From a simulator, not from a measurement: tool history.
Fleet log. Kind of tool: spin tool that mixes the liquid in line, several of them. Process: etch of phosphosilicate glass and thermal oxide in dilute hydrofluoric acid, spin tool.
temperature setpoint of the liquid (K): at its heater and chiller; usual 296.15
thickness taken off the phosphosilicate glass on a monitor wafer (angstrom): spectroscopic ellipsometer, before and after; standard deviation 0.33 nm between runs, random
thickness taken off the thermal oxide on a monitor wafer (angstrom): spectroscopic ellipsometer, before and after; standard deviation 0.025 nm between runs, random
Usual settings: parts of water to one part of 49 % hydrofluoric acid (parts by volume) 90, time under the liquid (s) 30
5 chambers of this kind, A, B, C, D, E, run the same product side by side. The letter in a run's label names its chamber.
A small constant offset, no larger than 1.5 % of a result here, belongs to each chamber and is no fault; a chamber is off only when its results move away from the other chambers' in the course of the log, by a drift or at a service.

run	hour	temperature setpoint of the liquid (K)	parts of water to one part of 49 % hydrofluoric acid (parts by volume)	time under the liquid (s)	read-back film thickness of the phosphosilicate glass reference wafer, read on the same gauge (nm)	read-back film thickness of the thermal oxide reference wafer, read on the same gauge (nm)	thickness taken off the phosphosilicate glass on a monitor wafer (angstrom)	thickness taken off the thermal oxide on a monitor wafer (angstrom)
1B	10.1	296.15	90	30	89.985	29.989	647.41	14.9290
# hour 16.4: chamber C: thermometer replaced
2E	19.8	296.15	90	30	89.989	30.016	637.30	15.7470
3D	28.2	296.15	90	30	90.014	30.008	645.10	15.7010
4C	32.8	296.15	90	30	90.016	29.992	644.46	15.5820
5A	37.7	296.15	90	30	90.011	30.003	653.65	15.6040
6D	44.2	296.15	90	30	89.982	29.976	649.22	16.0300
7A	50.8	296.15	105	20	90.003	29.989	365.75	8.3922
8E	57.6	296.15	105	20	89.994	30.008	361.70	8.4334
9C	64.9	296.15	105	20	90.005	30.011	361.35	8.4593
10B	70.2	296.15	105	20	90.000	30.034	364.10	8.5613
11B	75.2	296.15	105	20	90.021	29.964	362.49	8.7665
12A	83.7	296.15	120	30	90.020	29.998	470.95	11.1300
13D	88.9	296.15	120	30	89.998	30.015	472.04	10.7140
14C	96.8	296.15	120	30	89.980	30.012	466.66	10.7980
15E	103.4	296.15	120	30	89.996	30.004	460.61	11.1320
16C	108.4	296.15	120	30	90.004	30.006	464.97	11.2410
17E	117.4	296.15	90	30	89.974	30.029	644.54	15.0350
18A	127.4	296.15	50	30	89.994	29.981	1233.40	27.9590
19B	135.7	296.15	50	30	90.007	30.000	1201.50	28.9930
20D	145.0	296.15	50	30	89.990	30.013	1238.40	29.8470
21A	151.4	296.15	50	30	90.003	29.979	1232.30	28.7550
22C	156.4	296.15	50	30	90.002	30.000	1228.80	29.6730
23E	162.6	296.15	90	30	90.007	30.008	641.61	15.2160
24B	167.3	299.65	90	30	90.018	30.027	742.22	17.0710
25D	173.5	299.65	90	30	89.980	30.006	743.96	17.7710
26D	181.0	299.65	90	30	90.009	30.005	746.09	17.3120
27B	188.2	299.65	90	30	90.000	30.009	747.67	18.1850
28A	198.3	299.65	90	30	89.991	29.995	747.61	16.5820
29E	207.6	296.15	90	30	90.010	30.008	642.51	15.5360
30C	214.8	296.15	90	30	90.004	29.985	648.18	14.8900
31E	221.5	296.15	90	30	89.994	29.986	641.03	15.1740
32A	230.8	296.15	90	30	89.984	30.027	650.48	15.5850
33B	237.5	296.15	90	30	89.973	30.015	648.24	15.1940
34C	247.1	296.15	90	30	89.994	29.979	650.17	15.4420
35D	253.2	296.15	90	30	89.993	29.996	644.05	15.6710
36E	261.3	296.15	90	30	90.009	29.993	639.69	14.9870
37C	269.9	296.15	90	30	89.965	30.021	645.46	15.2740
38A	278.6	296.15	90	30	89.981	29.998	651.43	15.2710
39B	284.6	296.15	90	30	89.987	29.998	644.76	15.3800
40D	289.9	296.15	90	30	90.005	30.003	648.79	15.0660
41D	299.3	296.15	90	30	89.988	29.984	650.30	15.2820
42C	305.5	296.15	90	30	90.011	29.981	644.96	15.2840
43A	312.5	296.15	65	15	90.023	30.001	466.19	11.2930

Predict what each chamber gives when all 5 of them run the settings below next.
44A	319.7	296.15	90	40			?	?
44B	319.7	296.15	90	40			?	?
44C	319.7	296.15	90	40			?	?
44D	319.7	296.15	90	40			?	?
44E	319.7	296.15	90	40			?	?

run	thickness taken off the phosphosilicate glass on a monitor wafer (angstrom)	thickness taken off the thermal oxide on a monitor wafer (angstrom)
44A	862.63	20.6920
44B	866.17	19.9300
44C	865.01	20.3490
44D	857.45	20.9060
44E	858.70	21.1100

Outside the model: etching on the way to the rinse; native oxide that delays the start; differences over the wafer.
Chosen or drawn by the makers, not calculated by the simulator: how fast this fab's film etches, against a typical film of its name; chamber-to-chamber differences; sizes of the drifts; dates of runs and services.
